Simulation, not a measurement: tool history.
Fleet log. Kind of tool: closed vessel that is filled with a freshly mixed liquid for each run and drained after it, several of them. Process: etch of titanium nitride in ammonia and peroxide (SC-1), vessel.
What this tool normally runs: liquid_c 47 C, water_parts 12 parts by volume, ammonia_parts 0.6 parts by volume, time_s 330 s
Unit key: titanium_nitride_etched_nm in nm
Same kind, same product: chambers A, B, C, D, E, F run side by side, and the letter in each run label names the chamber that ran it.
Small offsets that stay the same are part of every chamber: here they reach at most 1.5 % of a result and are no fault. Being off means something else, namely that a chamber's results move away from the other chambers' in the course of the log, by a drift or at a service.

| run | hour | liquid_c | water_parts | ammonia_parts | time_s | hours since the thermometer was replaced | hours since the ammonia flow meter was replaced | hours since the drum of ammonia solution was connected | read-back film thickness of the titanium nitride reference wafer, read on the same gauge (nm) | titanium_nitride_etched_nm |
|---|---|---|---|---|---|---|---|---|---|---|
|  | 7.1 | chamber F: new drum of ammonia solution connected |
| 1D | 7.8 | 47 | 12 | 0.6 | 330 | 945.4 | 39.5 | 459.9 | 29.989 | 19.929 |
| 2F | 21.8 | 47 | 12 | 0.6 | 330 | 1901.9 | 1159.8 | 14.8 | 30 | 20.126 |
| 3E | 32.8 | 47 | 12 | 0.6 | 330 | 1291.6 | 507.7 | 177.6 | 30.005 | 19.692 |
| 4A | 45.5 | 47 | 12 | 0.6 | 330 | 83.9 | 528 | 554.9 | 29.984 | 19.607 |
| 5B | 57.7 | 47 | 12 | 0.6 | 330 | 1620.6 | 153 | 75.3 | 29.999 | 19.569 |
|  | 66.7 | chamber A: new drum of ammonia solution connected |
|  | 71.4 | chamber C: ammonia flow meter replaced |
| 6C | 72 | 47 | 12 | 0.6 | 330 | 850.9 | 0.6 | 176.5 | 29.969 | 20.202 |
| 7D | 84.1 | 47 | 12 | 0.6 | 330 | 1021.7 | 115.8 | 536.2 | 30.009 | 19.943 |
| 8E | 98.9 | 47 | 12 | 0.6 | 330 | 1357.7 | 573.8 | 243.7 | 30.003 | 19.71 |
|  | 102.7 | chamber E: new drum of ammonia solution connected |
| 9B | 112 | 47 | 12 | 0.6 | 330 | 1674.9 | 207.3 | 129.6 | 30.009 | 19.726 |
|  | 118.9 | chamber A: ammonia flow meter replaced |
| 10A | 121.3 | 47 | 12 | 0.6 | 330 | 159.7 | 2.5 | 54.6 | 29.986 | 19.659 |
|  | 122.4 | chamber E: ammonia flow meter replaced |
| 11F | 133.5 | 47 | 12 | 0.6 | 330 | 2013.6 | 1271.5 | 126.5 | 29.978 | 19.698 |
| 12C | 145.8 | 47 | 12 | 0.6 | 330 | 924.7 | 74.4 | 250.3 | 29.991 | 20.126 |
| 13D | 155.6 | 47 | 12 | 0.6 | 330 | 1093.2 | 187.3 | 607.7 | 30.001 | 19.904 |
| 14F | 167.7 | 47 | 12 | 0.7 | 240 | 2047.8 | 1305.7 | 160.7 | 29.987 | 14.918 |
| 15E | 175.4 | 47 | 12 | 0.7 | 240 | 1434.2 | 53 | 72.8 | 30.005 | 15.007 |
| 16A | 189.5 | 47 | 12 | 0.7 | 240 | 227.9 | 70.7 | 122.8 | 30.014 | 14.88 |
|  | 195.4 | chamber F: thermometer replaced |
| 17B | 196.9 | 47 | 12 | 0.7 | 240 | 1759.8 | 292.2 | 214.5 | 30.014 | 15.395 |
| 18C | 211.9 | 47 | 12 | 0.7 | 240 | 990.8 | 140.5 | 316.4 | 29.993 | 14.724 |
| 19A | 221 | 47 | 12 | 0.7 | 240 | 259.4 | 102.2 | 154.3 | 29.991 | 14.733 |
| 20B | 232.9 | 47 | 12 | 0.6 | 330 | 1795.8 | 328.2 | 250.5 | 30.001 | 20.861 |
| 21C | 242.2 | 47 | 12 | 0.6 | 330 | 1021.1 | 170.8 | 346.7 | 29.987 | 19.745 |
| 22F | 256.1 | 47 | 12 | 0.6 | 330 | 60.8 | 1394.1 | 249.1 | 29.983 | 20.03 |
| 23E | 263.7 | 47 | 12 | 0.6 | 330 | 1522.5 | 141.3 | 161.1 | 29.995 | 19.604 |
| 24D | 279.4 | 47 | 12 | 0.6 | 330 | 1217 | 311.1 | 731.5 | 30.015 | 19.579 |
| 25C | 289.9 | 47 | 12 | 0.6 | 330 | 1068.8 | 218.5 | 394.4 | 29.972 | 19.957 |
| 26D | 299.4 | 47 | 12 | 0.6 | 330 | 1237 | 331.1 | 751.5 | 29.986 | 19.899 |
| 27A | 308.7 | 47 | 12 | 0.6 | 330 | 347.1 | 189.9 | 242 | 29.993 | 19.765 |
| 28E | 318.2 | 47 | 12 | 0.6 | 330 | 1577 | 195.8 | 215.6 | 30.002 | 20.075 |
|  | 328.7 | chamber F: new drum of ammonia solution connected |
| 29F | 330.7 | 47 | 6 | 0.6 | 330 | 135.4 | 1468.7 | 2 | 30.019 | 28.446 |
|  | 336.9 | chamber E: new drum of ammonia solution connected |
| 30B | 341.1 | 47 | 6 | 0.6 | 330 | 1904 | 436.4 | 358.7 | 29.983 | 30.551 |
| 31A | 354.3 | 47 | 6 | 0.6 | 330 | 392.7 | 235.5 | 287.6 | 30.002 | 27.537 |
| 32B | 368.2 | 47 | 6 | 0.6 | 330 | 1931.1 | 463.5 | 385.8 | 30.006 | 31.324 |
| 33D | 376.1 | 47 | 6 | 0.6 | 330 | 1313.7 | 407.8 | 828.2 | 30.01 | 27.656 |
| 34F | 383.7 | 47 | 6 | 0.6 | 330 | 188.4 | 1521.7 | 55 | 30.009 | 28.054 |
| 35C | 396.3 | 47 | 12 | 0.6 | 330 | 1175.2 | 324.9 | 500.8 | 29.997 | 19.688 |
| 36E | 404.1 | 47 | 12 | 0.6 | 330 | 1662.9 | 281.7 | 67.3 | 29.98 | 20.214 |

Has any chamber moved away from the others, gradually or after a service, or does the common gauge drift, or do the chambers differ only by their own small steady offsets? State the chamber and the most likely cause if one applies.

It is chamber B that slowly wanders off from its peers.
Most likely cause: liquid hotter than its thermometer reads (K) = 1.88.

Chamber B could run next with any of the 4 candidate recipes listed below; each alters the usual settings, and their results appear as question marks. Which one brings its results back in line with what the other chambers deliver on the usual settings?
In line means no further than this from the other chambers' mean on the usual settings: titanium_nitride_etched_nm 0.66 nm
| 37B-1 | 415.4 | 47 | 11 | 0.6 | 405 |  |  |  |  | ? |
| 37B-2 | 415.4 | 45 | 12 | 0.6 | 295 |  |  |  |  | ? |
| 37B-3 | 415.4 | 46 | 12 | 0.6 | 315 |  |  |  |  | ? |
| 37B-4 | 415.4 | 48 | 12 | 0.6 | 345 |  |  |  |  | ? |

Usual-settings mean across the other chambers: titanium_nitride_etched_nm 19.847 nm
| run | titanium_nitride_etched_nm |
|---|---|
| 37B-1 | 28.771 |
| 37B-2 | 17.396 |
| 37B-3 | 19.939 |
| 37B-4 | 25.11 |
It is 37B-3 that realigns the chamber with its peers.

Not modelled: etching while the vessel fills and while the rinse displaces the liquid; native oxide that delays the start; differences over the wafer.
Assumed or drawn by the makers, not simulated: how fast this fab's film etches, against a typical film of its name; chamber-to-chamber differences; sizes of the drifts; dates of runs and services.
